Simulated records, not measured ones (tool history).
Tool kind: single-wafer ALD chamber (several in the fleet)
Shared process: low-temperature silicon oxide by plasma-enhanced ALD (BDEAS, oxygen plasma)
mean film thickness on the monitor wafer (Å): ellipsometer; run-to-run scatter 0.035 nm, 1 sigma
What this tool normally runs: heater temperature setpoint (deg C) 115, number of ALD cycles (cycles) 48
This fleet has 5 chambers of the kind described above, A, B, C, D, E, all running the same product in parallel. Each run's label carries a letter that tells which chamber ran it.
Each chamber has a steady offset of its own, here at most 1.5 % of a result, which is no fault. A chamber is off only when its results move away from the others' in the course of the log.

| run | hour | heater temperature setpoint (deg C) | number of ALD cycles (cycles) | read-back reference wafer on the same gauge, thickness_nm | mean film thickness on the monitor wafer (Å) |
|---|---|---|---|---|---|
| 1B | 5.4 | 115 | 48 | 6.2994 | 65.775 |
| 2A | 10.7 | 115 | 48 | 6.3004 | 66.455 |
| 3C | 13.7 | 115 | 48 | 6.295 | 66.398 |
| 4D | 17.5 | 115 | 48 | 6.2913 | 65.407 |
| 5E | 22.8 | 115 | 48 | 6.297 | 65.542 |
| 6A | 26.6 | 115 | 48 | 6.3015 | 66.556 |
| 7C | 30.9 | 115 | 48 | 6.308 | 67.41 |
| 8D | 35.1 | 115 | 48 | 6.293 | 65.599 |
| 9E | 39.4 | 115 | 48 | 6.3026 | 66.783 |
| 10B | 43.2 | 115 | 48 | 6.298 | 66.864 |
| 11B | 47.6 | 115 | 48 | 6.299 | 66.464 |
| 12D | 50.2 | 115 | 48 | 6.3051 | 66.091 |
| 13C | 54.4 | 115 | 48 | 6.3037 | 67.264 |
| 14E | 56.8 | 115 | 48 | 6.2952 | 66.262 |
| 15A | 61.6 | 115 | 48 | 6.3011 | 66.264 |
| 16B | 66 | 115 | 48 | 6.2989 | 66.292 |
| 17D | 69.5 | 115 | 48 | 6.2937 | 65.879 |
| 18E | 72.1 | 115 | 48 | 6.3032 | 66.937 |
| 19C | 75.6 | 115 | 48 | 6.3045 | 66.58 |
| 20A | 79.5 | 115 | 48 | 6.3007 | 65.496 |
| 21E | 83.5 | 115 | 48 | 6.2965 | 66.743 |
| 22C | 87.7 | 115 | 48 | 6.2929 | 66.731 |
| 23B | 90.6 | 115 | 48 | 6.2981 | 66.111 |
| 24A | 93.7 | 115 | 48 | 6.3014 | 66.592 |
| 25D | 96.2 | 115 | 48 | 6.2918 | 66.049 |
| 26D | 98.6 | 115 | 48 | 6.3004 | 65.153 |
| 27B | 102.2 | 115 | 48 | 6.2975 | 66.271 |
| 28C | 105.9 | 115 | 48 | 6.2983 | 66.609 |
| 29A | 110.3 | 115 | 48 | 6.3049 | 66.897 |
| 30E | 112.9 | 106 | 48 | 6.2968 | 67.171 |
| 31A | 115.3 | 106 | 48 | 6.3099 | 67.132 |
| 32D | 117.7 | 106 | 48 | 6.294 | 66.808 |
| 33C | 121.1 | 106 | 48 | 6.2967 | 68.02 |
| 34B | 124.2 | 106 | 48 | 6.2957 | 67.665 |
| 35E | 128.3 | 115 | 48 | 6.2908 | 66.537 |
| 36A | 133.1 | 115 | 48 | 6.299 | 66.562 |
| 37D | 138.1 | 115 | 48 | 6.3082 | 65.986 |
| 38B | 142.8 | 115 | 48 | 6.2998 | 67.189 |
| 39C | 145.8 | 115 | 48 | 6.2987 | 66.871 |
| 40E | 148.8 | 115 | 48 | 6.3006 | 66.839 |

Which is it: a chamber that has drifted or been left off by a service, a gauge drift common to all chambers, or only each chamber's usual small offset? If a chamber is off, name it and its likeliest cause.

Neither any chamber nor the gauge drifts; the chambers differ only by their own small, steady offsets.

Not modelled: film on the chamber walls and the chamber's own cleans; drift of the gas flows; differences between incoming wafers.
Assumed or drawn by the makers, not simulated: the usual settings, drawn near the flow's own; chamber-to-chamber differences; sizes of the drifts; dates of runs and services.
